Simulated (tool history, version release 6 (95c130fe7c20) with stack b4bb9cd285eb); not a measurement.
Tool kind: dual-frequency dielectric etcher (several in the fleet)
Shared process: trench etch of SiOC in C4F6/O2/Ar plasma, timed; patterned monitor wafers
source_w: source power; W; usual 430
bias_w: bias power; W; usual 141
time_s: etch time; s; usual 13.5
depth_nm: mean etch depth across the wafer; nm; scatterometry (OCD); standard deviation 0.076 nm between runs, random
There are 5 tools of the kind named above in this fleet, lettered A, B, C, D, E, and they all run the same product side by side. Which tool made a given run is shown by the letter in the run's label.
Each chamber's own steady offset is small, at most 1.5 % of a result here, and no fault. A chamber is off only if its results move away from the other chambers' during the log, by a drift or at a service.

run,hour,source_w,bias_w,time_s,hours since the last wet clean,hours since the last source power generator calibration,hours since the last bias power generator calibration,"read-back reference wafer on the same gauge, depth_nm",depth_nm
1D,7.1,430,141,13.5,152.7,942.0,1165.0,30.096,26.928
2B,18.9,430,141,13.5,301.0,2821.2,2447.0,30.095,26.930
3E,30.1,430,141,13.5,418.0,1791.3,675.7,30.107,26.824
4C,39.2,430,141,13.5,591.3,748.9,1983.5,30.094,26.455
5A,47.4,430,141,13.5,73.0,1226.3,2350.7,30.099,26.509
6D,53.6,430,141,13.5,199.2,988.5,1211.5,30.113,27.051
7A,64.1,430,141,13.5,89.7,1243.0,2367.4,30.109,26.485
8C,75.4,430,141,13.5,627.5,785.1,2019.7,30.088,26.535
# hour 80.9: chamber E: wet clean of the chamber
9E,81.8,430,141,13.5,1.0,1843.0,727.4,30.109,26.775
10B,87.6,430,141,13.5,369.7,2889.9,2515.7,30.114,26.719
# hour 90.0: chamber B: source power generator calibrated
# hour 91.3: chamber C: wet clean of the chamber
11E,94.3,430,122,12.0,13.5,1855.5,739.9,30.104,22.842
12D,102.7,430,122,12.0,248.3,1037.6,1260.6,30.075,23.060
13C,110.4,430,122,12.0,19.2,820.1,2054.7,30.109,22.465
14A,122.0,430,122,12.0,147.6,1300.9,2425.3,30.128,22.742
15B,129.5,430,122,12.0,411.6,39.6,2557.6,30.119,22.783
16B,139.5,430,141,13.5,421.6,49.6,2567.6,30.095,26.884
17C,150.5,530,125,13.5,59.3,860.2,2094.8,30.091,27.735
18A,157.5,530,125,13.5,183.1,1336.4,2460.8,30.089,27.895
19D,165.6,530,125,13.5,311.2,1100.5,1323.5,30.076,28.451
20E,177.8,530,125,13.5,97.0,1939.0,823.4,30.077,28.135
21E,183.4,530,125,13.5,102.6,1944.6,829.0,30.096,28.140
22B,191.3,430,141,13.5,473.4,101.4,2619.4,30.098,26.863
# hour 194.9: chamber B: wet clean of the chamber
23C,197.4,430,141,13.5,106.2,907.1,2141.7,30.084,26.456
24D,208.5,430,141,13.5,354.1,1143.4,1366.4,30.086,27.041
25A,220.5,430,141,13.5,246.1,1399.4,2523.8,30.097,26.513
26A,228.1,430,141,13.5,253.7,1407.0,2531.4,30.090,26.543
27E,239.2,430,141,13.5,158.4,2000.4,884.8,30.125,26.786
28B,244.8,430,141,13.5,50.0,154.9,2672.9,30.086,26.735
29D,250.5,430,141,13.5,396.1,1185.4,1408.4,30.102,27.033
30C,255.8,430,141,13.5,164.6,965.5,2200.1,30.105,26.552
31E,261.7,430,141,13.5,180.9,2022.9,907.3,30.108,26.675
32A,270.4,430,141,13.5,296.0,1449.3,2573.7,30.093,26.476
33D,278.4,430,141,13.5,424.0,1213.3,1436.3,30.075,26.987
34B,285.9,430,141,13.5,91.1,196.0,2714.0,30.105,26.813
35C,292.5,430,141,13.5,201.3,1002.2,2236.8,30.088,26.456
36D,299.2,430,141,13.5,444.8,1234.1,1457.1,30.099,26.935

Next, every chamber runs the same settings. What will each give?
37A,307.9,430,141,13.5,,,,,?
37B,307.9,430,141,13.5,,,,,?
37C,307.9,430,141,13.5,,,,,?
37D,307.9,430,141,13.5,,,,,?
37E,307.9,430,141,13.5,,,,,?

run,depth_nm
37A,26.401
37B,26.786
37C,26.565
37D,26.932
37E,26.862
